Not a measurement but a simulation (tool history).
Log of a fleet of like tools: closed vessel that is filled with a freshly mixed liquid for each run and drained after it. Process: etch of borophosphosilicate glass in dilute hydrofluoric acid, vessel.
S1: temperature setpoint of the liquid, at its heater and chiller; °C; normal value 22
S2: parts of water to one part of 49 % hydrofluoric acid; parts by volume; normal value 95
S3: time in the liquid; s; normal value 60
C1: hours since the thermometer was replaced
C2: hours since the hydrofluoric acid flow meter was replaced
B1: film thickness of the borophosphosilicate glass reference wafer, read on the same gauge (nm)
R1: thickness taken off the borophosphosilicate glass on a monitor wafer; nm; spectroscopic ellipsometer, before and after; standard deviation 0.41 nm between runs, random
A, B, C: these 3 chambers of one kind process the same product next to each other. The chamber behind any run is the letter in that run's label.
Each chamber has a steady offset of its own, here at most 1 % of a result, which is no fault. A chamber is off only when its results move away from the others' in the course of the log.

run   hour  S1   S2  S3      C1     C2      B1      R1
 1C      8  22   95  60  1086.8  571.1  149.97  49.774
 2A   15.6  22   95  60   661.6  748.1  149.97  49.812
 3B   19.9  22   95  60  1985.2  180.6  150.01  49.822
 4A   25.2  22   95  60   671.2  757.7     150  50.003
 5C   29.2  22   95  60    1108  592.3  150.02  50.175
 6B   37.6  22   95  45  2002.9  198.3     150  37.334
 7A   41.6  22   95  45   687.6  774.1  149.97  37.071
 8B     48  22   95  45  2013.3  208.7  150.02  37.778
 9C   52.1  22   95  60  1130.9  615.2  150.04  50.582
10A   56.8  22   95  60   702.8  789.3  150.03  50.236
11C   60.8  22   95  60  1139.6  623.9  150.04  50.429
12B   67.2  22   95  60  2032.5  227.9  150.01  49.724
13C   73.8  22   95  60  1152.6  636.9  150.04  50.532
14A   79.9  22   95  60   725.9  812.4  149.97  49.641
15B   86.4  22   95  85  2051.7  247.1  149.98  71.873
16A   93.3  22   95  85   739.3  825.8  149.98  70.553
     100.8  -- chamber B: thermometer replaced
17C  101.9  22   95  85  1180.7    665  150.01  71.651
18B    107  22   95  60     6.2  267.7  150.02  50.305
19A  115.2  18  140  60   761.2  847.7  149.99  27.272
20B  120.5  18  140  60    19.7  281.2  150.03  27.965
21C  128.3  18  140  60  1207.1  691.4  149.98  27.304
22A  132.5  22   95  60   778.5    865  149.99  49.329
23C  139.5  22   95  60  1218.3  702.6  149.98  49.692
24B  143.6  22   95  60    42.8  304.3  149.99  51.393
25B  148.5  22   95  60    47.7  309.2     150  50.444
26A  156.8  22   95  60   802.8  889.3  149.99  50.153
27C  163.3  22   95  60  1242.1  726.4  150.02    50.6
28A  170.4  22   95  60   816.4  902.9     150  49.902
29B  177.9  22   95  60    77.1  338.6  149.97   50.47
30C  184.6  25  140  60  1263.4  747.7  149.96  35.879

For the next run the whole fleet of 3 chambers uses the same settings. Give each chamber's results:
31A  190.8  20  95  60               ?
31B  190.8  20  95  60               ?
31C  190.8  20  95  60               ?

run      R1
31A  45.764
31B  46.577
31C  46.149
